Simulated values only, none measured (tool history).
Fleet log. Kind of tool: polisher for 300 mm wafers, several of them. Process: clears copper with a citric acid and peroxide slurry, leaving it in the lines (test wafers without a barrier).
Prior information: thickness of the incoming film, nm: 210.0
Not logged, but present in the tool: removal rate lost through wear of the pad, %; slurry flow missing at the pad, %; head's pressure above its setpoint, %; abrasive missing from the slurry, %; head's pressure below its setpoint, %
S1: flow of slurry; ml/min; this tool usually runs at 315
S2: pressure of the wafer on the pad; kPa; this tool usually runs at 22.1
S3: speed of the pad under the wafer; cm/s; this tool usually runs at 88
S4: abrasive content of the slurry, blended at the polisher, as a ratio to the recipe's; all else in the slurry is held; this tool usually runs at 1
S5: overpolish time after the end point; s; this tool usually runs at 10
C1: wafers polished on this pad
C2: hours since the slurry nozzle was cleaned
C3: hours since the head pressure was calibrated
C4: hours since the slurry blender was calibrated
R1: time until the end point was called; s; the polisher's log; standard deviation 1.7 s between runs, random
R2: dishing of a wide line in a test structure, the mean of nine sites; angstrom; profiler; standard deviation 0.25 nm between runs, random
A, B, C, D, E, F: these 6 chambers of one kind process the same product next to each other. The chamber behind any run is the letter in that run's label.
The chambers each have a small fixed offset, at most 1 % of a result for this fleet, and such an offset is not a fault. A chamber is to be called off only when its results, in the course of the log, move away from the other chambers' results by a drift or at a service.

-- day=0.058 chamber A: worn pad replaced by a new one
run 1D day=0.158 | S1=315 S2=22.1 S3=88 S4=1 S5=10 | C1=1236 C2=415.6 C3=280.2 C4=137.8 | R1=97.122 R2=165.67
run 2B day=0.283 | S1=315 S2=22.1 S3=88 S4=1 S5=10 | C1=54 C2=526.6 C3=888.1 C4=265.5 | R1=95.904 R2=163.61
-- day=0.35 chamber F: slurry blender recalibrated
-- day=0.421 chamber D: slurry blender recalibrated
run 3C day=0.525 | S1=315 S2=22.1 S3=88 S4=1 S5=10 | C1=690 C2=433.9 C3=559.6 C4=375.2 | R1=96.236 R2=161.87
run 4E day=0.721 | S1=315 S2=22.1 S3=88 S4=1 S5=10 | C1=592 C2=373.4 C3=808.9 C4=114.2 | R1=96.514 R2=168.88
run 5F day=0.854 | S1=315 S2=22.1 S3=88 S4=1 S5=10 | C1=533 C2=336.9 C3=945.7 C4=12.1 | R1=98.276 R2=165.34
run 6A day=0.979 | S1=315 S2=22.1 S3=88 S4=1 S5=10 | C1=101 C2=39.5 C3=200.1 C4=176.6 | R1=93.818 R2=165.38
-- day=1.083 chamber D: worn pad replaced by a new one
run 7D day=1.112 | S1=315 S2=22.1 S3=88 S4=1 S5=10 | C1=3 C2=438.5 C3=303.1 C4=16.7 | R1=97.341 R2=165.79
run 8E day=1.258 | S1=315 S2=22.1 S3=88 S4=1 S5=10 | C1=651 C2=386.3 C3=821.8 C4=127.1 | R1=99.737 R2=161.5
run 9B day=1.375 | S1=315 S2=22.1 S3=88 S4=1 S5=10 | C1=174 C2=552.8 C3=914.3 C4=291.7 | R1=98.032 R2=165.25
run 10A day=1.575 | S1=315 S2=22.1 S3=88 S4=1 S5=10 | C1=166 C2=53.8 C3=214.4 C4=190.9 | R1=95.542 R2=161.29
run 11F day=1.775 | S1=315 S2=22.1 S3=64 S4=1 S5=10 | C1=634 C2=359 C3=967.8 C4=34.2 | R1=133.06 R2=125.12
-- day=1.842 chamber B: head pressure recalibrated
run 12C day=1.971 | S1=315 S2=22.1 S3=64 S4=1 S5=10 | C1=848 C2=468.6 C3=594.3 C4=409.9 | R1=135.5 R2=120.28
-- day=2.079 chamber E: worn pad replaced by a new one
-- day=2.188 chamber C: worn pad replaced by a new one
run 13E day=2.217 | S1=315 S2=22.1 S3=64 S4=1 S5=10 | C1=15 C2=409.3 C3=844.8 C4=150.1 | R1=133.79 R2=123.46
-- day=2.288 chamber F: head pressure recalibrated
-- day=2.475 chamber D: slurry nozzle cleaned
run 14C day=2.475 | S1=315 S2=22.1 S3=64 S4=1 S5=10 | C1=31 C2=480.7 C3=606.4 C4=422 | R1=131.36 R2=125.93
run 15F day=2.662 | S1=315 S2=22.1 S3=64 S4=1 S5=10 | C1=731 C2=380.3 C3=9.1 C4=55.5 | R1=135.81 R2=120.77
-- day=2.775 chamber B: slurry blender recalibrated
run 16A day=2.779 | S1=315 S2=22.1 S3=64 S4=1 S5=10 | C1=298 C2=82.7 C3=243.3 C4=219.8 | R1=130.61 R2=121.12
run 17D day=2.929 | S1=315 S2=22.1 S3=88 S4=1 S5=10 | C1=202 C2=11 C3=346.7 C4=60.3 | R1=97.252 R2=168.71
run 18B day=3.088 | S1=315 S2=22.1 S3=88 S4=1 S5=10 | C1=362 C2=593.9 C3=29.9 C4=7.6 | R1=98.847 R2=166.94
run 19F day=3.308 | S1=315 S2=22.1 S3=88 S4=1 S5=10 | C1=802 C2=395.8 C3=24.6 C4=71 | R1=96.56 R2=164.85
run 20D day=3.483 | S1=355 S2=22.1 S3=88 S4=1 S5=10 | C1=263 C2=24.3 C3=360 C4=73.6 | R1=97.131 R2=169.35
-- day=3.529 chamber C: slurry blender recalibrated
run 21E day=3.633 | S1=355 S2=22.1 S3=88 S4=1 S5=10 | C1=170 C2=443.3 C3=878.8 C4=184.1 | R1=98.739 R2=164.77
run 22A day=3.825 | S1=355 S2=22.1 S3=88 S4=1 S5=10 | C1=413 C2=107.8 C3=268.4 C4=244.9 | R1=98.509 R2=165.22
run 23B day=4.025 | S1=355 S2=22.1 S3=88 S4=1 S5=10 | C1=464 C2=616.4 C3=52.4 C4=30.1 | R1=96.428 R2=168.46
run 24C day=4.192 | S1=355 S2=22.1 S3=88 S4=1 S5=10 | C1=220 C2=521.9 C3=647.6 C4=15.9 | R1=96.055 R2=161.48
-- day=4.233 chamber B: slurry nozzle cleaned
run 25B day=4.333 | S1=355 S2=22.1 S3=88 S4=1 S5=10 | C1=498 C2=2.4 C3=59.8 C4=37.5 | R1=98.007 R2=164.62
-- day=4.496 chamber A: slurry blender recalibrated
run 26C day=4.496 | S1=315 S2=22.1 S3=88 S4=1 S5=10 | C1=253 C2=529.2 C3=654.9 C4=23.2 | R1=94.726 R2=164.59
run 27A day=4.671 | S1=315 S2=22.1 S3=88 S4=1 S5=10 | C1=505 C2=128.1 C3=288.7 C4=4.2 | R1=98.705 R2=166.55
run 28D day=4.904 | S1=315 S2=22.1 S3=88 S4=1 S5=10 | C1=419 C2=58.4 C3=394.1 C4=107.7 | R1=97.12 R2=165.33
run 29E day=5.071 | S1=315 S2=22.1 S3=88 S4=1 S5=10 | C1=328 C2=477.8 C3=913.3 C4=218.6 | R1=97.582 R2=161.51
run 30F day=5.317 | S1=315 S2=22.1 S3=88 S4=1 S5=10 | C1=1022 C2=444 C3=72.8 C4=119.2 | R1=95.893 R2=165.63
-- day=5.392 chamber A: worn pad replaced by a new one
run 31C day=5.483 | S1=315 S2=22.1 S3=88 S4=1 S5=10 | C1=361 C2=552.9 C3=678.6 C4=46.9 | R1=96.869 R2=167.67
run 32E day=5.696 | S1=315 S2=22.1 S3=88 S4=1 S5=10 | C1=396 C2=492.8 C3=928.3 C4=233.6 | R1=95.059 R2=165.41
run 33F day=5.858 | S1=315 S2=22.1 S3=88 S4=1 S5=14 | C1=1082 C2=457 C3=85.8 C4=132.2 | R1=97.48 R2=229.11
run 34B day=6.092 | S1=315 S2=22.1 S3=88 S4=1 S5=14 | C1=691 C2=44.6 C3=102 C4=79.7 | R1=95.385 R2=226.58
run 35D day=6.25 | S1=315 S2=22.1 S3=88 S4=1 S5=14 | C1=566 C2=90.7 C3=426.4 C4=140 | R1=97.16 R2=222.44
run 36A day=6.479 | S1=315 S2=22.1 S3=88 S4=1 S5=14 | C1=119 C2=171.5 C3=332.1 C4=47.6 | R1=97.959 R2=223.02
run 37C day=6.596 | S1=315 S2=22.1 S3=88 S4=1 S5=14 | C1=483 C2=579.6 C3=705.3 C4=73.6 | R1=97.937 R2=223.83

For the next run the whole fleet of 6 chambers uses the same settings. Give each chamber's results:
run 38A day=6.783 | S1=315 S2=22.1 S3=88 S4=1 S5=14 | R1=? R2=?
run 38B day=6.783 | S1=315 S2=22.1 S3=88 S4=1 S5=14 | R1=? R2=?
run 38C day=6.783 | S1=315 S2=22.1 S3=88 S4=1 S5=14 | R1=? R2=?
run 38D day=6.783 | S1=315 S2=22.1 S3=88 S4=1 S5=14 | R1=? R2=?
run 38E day=6.783 | S1=315 S2=22.1 S3=88 S4=1 S5=14 | R1=? R2=?
run 38F day=6.783 | S1=315 S2=22.1 S3=88 S4=1 S5=14 | R1=? R2=?

run=38A R1=97.016 R2=229.35
run=38B R1=97.767 R2=228.5
run=38C R1=95.709 R2=227.43
run=38D R1=97.398 R2=225.49
run=38E R1=97.993 R2=226.73
run=38F R1=98.207 R2=222.76
